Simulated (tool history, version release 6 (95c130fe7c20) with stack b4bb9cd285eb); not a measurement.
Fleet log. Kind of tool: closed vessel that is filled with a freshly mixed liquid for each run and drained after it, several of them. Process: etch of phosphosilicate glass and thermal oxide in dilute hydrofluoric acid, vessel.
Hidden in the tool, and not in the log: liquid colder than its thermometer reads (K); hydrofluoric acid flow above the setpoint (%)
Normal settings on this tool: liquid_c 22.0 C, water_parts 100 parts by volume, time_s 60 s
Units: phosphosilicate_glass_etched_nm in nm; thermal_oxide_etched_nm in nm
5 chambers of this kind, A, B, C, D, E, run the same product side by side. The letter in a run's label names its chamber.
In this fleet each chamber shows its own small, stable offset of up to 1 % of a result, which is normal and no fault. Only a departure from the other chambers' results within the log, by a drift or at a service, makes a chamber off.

run   hour  liquid_c  water_parts  time_s  hours since the thermometer was replaced  hours since the hydrofluoric acid flow meter was replaced  read-back film thickness of the phosphosilicate glass reference wafer, read on the same gauge (nm)  read-back film thickness of the thermal oxide reference wafer, read on the same gauge (nm)  phosphosilicate_glass_etched_nm  thermal_oxide_etched_nm
 1E   12.9      22.0          100      60                                     470.0                                                      953.0                                                                                              130.00                                                                                      140.01                          110.180                   2.5581
 2A   25.5      22.0          100      60                                    1677.4                                                      424.3                                                                                              130.01                                                                                      140.00                          110.590                   2.5226
 3C   32.8      22.0          100      60                                    1376.0                                                      397.8                                                                                              129.98                                                                                      140.00                          110.710                   2.4844
 4D   41.8      22.0          100      60                                    1310.4                                                      263.7                                                                                              130.00                                                                                      140.00                          109.200                   2.5410
 5B   57.7      22.0          100      60                                     990.1                                                     1603.3                                                                                              129.96                                                                                      140.00                          110.390                   2.5050
 6B   70.0      17.5          125      60                                    1002.4                                                     1615.6                                                                                              129.99                                                                                      140.00                           71.562                   1.6900
 7D   85.8      17.5          125      60                                    1354.4                                                      307.7                                                                                              129.98                                                                                      140.03                           70.865                   1.6303
      94.2  -- chamber C: hydrofluoric acid flow meter replaced
 8A   98.4      17.5          125      60                                    1750.3                                                      497.2                                                                                              130.00                                                                                      139.97                           71.460                   1.6275
 9E  108.9      17.5          125      60                                     566.0                                                     1049.0                                                                                              130.00                                                                                      139.99                           70.983                   1.6616
10C  122.5      17.5          125      60                                    1465.7                                                       28.4                                                                                              130.00                                                                                      140.00                           71.521                   1.6573
11D  133.5      22.0          100      60                                    1402.1                                                      355.4                                                                                              130.00                                                                                      140.02                          109.690                   2.5800
12B  148.0      22.0          100      30                                    1080.4                                                     1693.6                                                                                              130.02                                                                                      140.00                           55.322                   1.2723
13A  156.6      22.0          100      30                                    1808.5                                                      555.4                                                                                              129.99                                                                                      140.01                           54.831                   1.2276
14E  172.8      22.0          100      30                                     629.9                                                     1112.9                                                                                              129.99                                                                                      140.00                           55.105                   1.2932
15C  181.4      22.0          100      30                                    1524.6                                                       87.3                                                                                              130.03                                                                                      139.99                           55.212                   1.2650
16C  193.5      22.0          100      30                                    1536.7                                                       99.4                                                                                              129.99                                                                                      140.03                           55.130                   1.2540
17D  208.8      22.0          100      60                                    1477.4                                                      430.7                                                                                              129.99                                                                                      139.99                          110.380                   2.5754
18A  220.7      22.0          100      60                                    1872.6                                                      619.5                                                                                              129.98                                                                                      140.03                          109.720                   2.5326
19E  230.4      22.0          100      60                                     687.5                                                     1170.5                                                                                              129.99                                                                                      140.02                          110.090                   2.6070
20B  244.8      22.0          100      60                                    1177.2                                                     1790.4                                                                                              129.98                                                                                      139.99                          110.740                   2.5912
21A  254.2      22.0          100      60                                    1906.1                                                      653.0                                                                                              129.97                                                                                      139.98                          110.260                   2.5460
22E  269.7      22.0          100      60                                     726.8                                                     1209.8                                                                                              130.01                                                                                      140.04                          110.280                   2.5163
23C  284.7      22.0          100      60                                    1627.9                                                      190.6                                                                                              130.01                                                                                      139.98                          110.410                   2.5652
24B  298.1      22.0          100      60                                    1230.5                                                     1843.7                                                                                              129.99                                                                                      140.02                          110.380                   2.5414
25D  306.7      22.0          100      60                                    1575.3                                                      528.6                                                                                              129.98                                                                                      139.98                          109.940                   2.5223
     308.3  -- chamber A: thermometer replaced
26A  316.2      22.0          100      60                                       7.9                                                      715.0                                                                                              130.01                                                                                      140.01                          110.810                   2.4888
27D  324.8      22.0          100      60                                    1593.4                                                      546.7                                                                                              130.00                                                                                      140.00                          109.530                   2.5154
28E  333.0      22.0          100      60                                     790.1                                                     1273.1                                                                                              129.99                                                                                      140.02                          109.750                   2.5663
     336.6  -- chamber C: thermometer replaced
29B  341.7      22.0          100      60                                    1274.1                                                     1887.3                                                                                              130.01                                                                                      139.99                          110.230                   2.5739
30C  353.5      22.0          100      60                                      17.0                                                      259.4                                                                                              130.00                                                                                      139.98                          111.050                   2.5445
31C  362.9      22.0          100      60                                      26.4                                                      268.8                                                                                              129.98                                                                                      140.03                          110.990                   2.5253
32D  371.4      22.0          100      60                                    1640.0                                                      593.3                                                                                              130.00                                                                                      140.00                          109.820                   2.5000
33A  385.3      22.0          145      80                                      77.0                                                      784.1                                                                                              130.00                                                                                      140.01                           95.999                   2.1938
34B  397.3      22.0          145      80                                    1329.7                                                     1942.9                                                                                              129.99                                                                                      139.99                           96.903                   2.2681
35E  409.9      22.0          145      80                                     867.0                                                     1350.0                                                                                              129.98                                                                                      139.99                           96.308                   2.2480
36E  417.5      22.0          145      80                                     874.6                                                     1357.6                                                                                              130.00                                                                                      140.01                           95.904                   2.2383
37A  426.7      22.0          145      80                                     118.4                                                      825.5                                                                                              130.01                                                                                      140.00                           96.033                   2.2079
     434.3  -- chamber B: hydrofluoric acid flow meter replaced
38B  435.8      22.0          100      60                                    1368.2                                                        1.6                                                                                              130.00                                                                                      140.02                          110.500                   2.5535
39C  449.3      22.0          100      60                                     112.8                                                      355.2                                                                                              130.00                                                                                      140.03                          110.410                   2.5749
40D  458.4      22.0          100      60                                    1727.0                                                      680.3                                                                                              130.00                                                                                      140.03                          109.580                   2.5286
41E  466.3      22.0          100      60                                     923.4                                                     1406.4                                                                                              130.00                                                                                      140.02                          109.790                   2.5937

Predict what each chamber gives when all 5 of them run the settings below next.
42A  477.9      22.0          100      60                                                                                                                                                                                                                                                                                                                                     ?                        ?
42B  477.9      22.0          100      60                                                                                                                                                                                                                                                                                                                                     ?                        ?
42C  477.9      22.0          100      60                                                                                                                                                                                                                                                                                                                                     ?                        ?
42D  477.9      22.0          100      60                                                                                                                                                                                                                                                                                                                                     ?                        ?
42E  477.9      22.0          100      60                                                                                                                                                                                                                                                                                                                                     ?                        ?

run  phosphosilicate_glass_etched_nm  thermal_oxide_etched_nm
42A                          110.470                   2.4942
42B                          110.370                   2.5136
42C                          110.640                   2.5476
42D                          109.850                   2.4892
42E                          109.780                   2.5306
